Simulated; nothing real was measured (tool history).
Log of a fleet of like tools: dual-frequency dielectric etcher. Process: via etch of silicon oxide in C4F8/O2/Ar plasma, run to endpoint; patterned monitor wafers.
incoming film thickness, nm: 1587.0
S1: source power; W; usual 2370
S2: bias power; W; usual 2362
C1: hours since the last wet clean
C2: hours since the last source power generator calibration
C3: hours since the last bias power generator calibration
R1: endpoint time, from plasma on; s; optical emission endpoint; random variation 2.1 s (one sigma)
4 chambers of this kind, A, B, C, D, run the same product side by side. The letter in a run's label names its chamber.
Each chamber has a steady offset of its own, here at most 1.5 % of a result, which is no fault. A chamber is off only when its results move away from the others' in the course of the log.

run,hour,S1,S2,C1,C2,C3,R1
1D,3.0,2370,2362,405.8,129.3,1533.1,281.20
2C,5.6,2370,2362,77.8,2322.3,2127.8,276.67
3A,9.1,2370,2362,147.5,103.0,3929.7,281.48
4B,13.5,2370,2362,270.2,759.2,1481.1,282.07
5B,15.7,2370,2362,272.4,761.4,1483.3,281.02
6C,19.9,2370,2362,92.1,2336.6,2142.1,276.17
7D,22.5,2370,2362,425.3,148.8,1552.6,279.78
8A,25.6,2370,2362,164.0,119.5,3946.2,279.91
9A,29.8,2370,2362,168.2,123.7,3950.4,278.21
10C,33.4,2370,2362,105.6,2350.1,2155.6,280.64
11D,37.9,2370,2362,440.7,164.2,1568.0,281.45
12B,40.3,2370,2362,297.0,786.0,1507.9,283.42
13B,44.0,2370,2362,300.7,789.7,1511.6,280.58
14A,47.4,2370,2362,185.8,141.3,3968.0,280.24
15C,50.1,2370,2362,122.3,2366.8,2172.3,271.73
16D,52.6,2370,2362,455.4,178.9,1582.7,280.09
17B,57.2,2370,2362,313.9,802.9,1524.8,280.96
18A,61.1,2370,2362,199.5,155.0,3981.7,281.18
19C,63.3,2370,2362,135.5,2380.0,2185.5,271.47
20D,66.3,2370,2748,469.1,192.6,1596.4,267.85
21D,70.7,2370,2748,473.5,197.0,1600.8,266.46
22B,74.6,2370,2748,331.3,820.3,1542.2,270.29
23A,77.4,2370,2748,215.8,171.3,3998.0,267.33
24C,80.6,2370,2362,152.8,2397.3,2202.8,268.46
25A,85.4,2370,2362,223.8,179.3,4006.0,282.99
26B,89.6,2370,2362,346.3,835.3,1557.2,279.87
27D,94.0,2370,2362,496.8,220.3,1624.1,278.10
28C,96.5,2370,2362,168.7,2413.2,2218.7,263.82

All 4 chambers run these settings next. Forecast each chamber's results:
29A,100.0,2110,2362,,,,?
29B,100.0,2110,2362,,,,?
29C,100.0,2110,2362,,,,?
29D,100.0,2110,2362,,,,?

run,R1
29A,290.25
29B,296.21
29C,277.18
29D,291.10

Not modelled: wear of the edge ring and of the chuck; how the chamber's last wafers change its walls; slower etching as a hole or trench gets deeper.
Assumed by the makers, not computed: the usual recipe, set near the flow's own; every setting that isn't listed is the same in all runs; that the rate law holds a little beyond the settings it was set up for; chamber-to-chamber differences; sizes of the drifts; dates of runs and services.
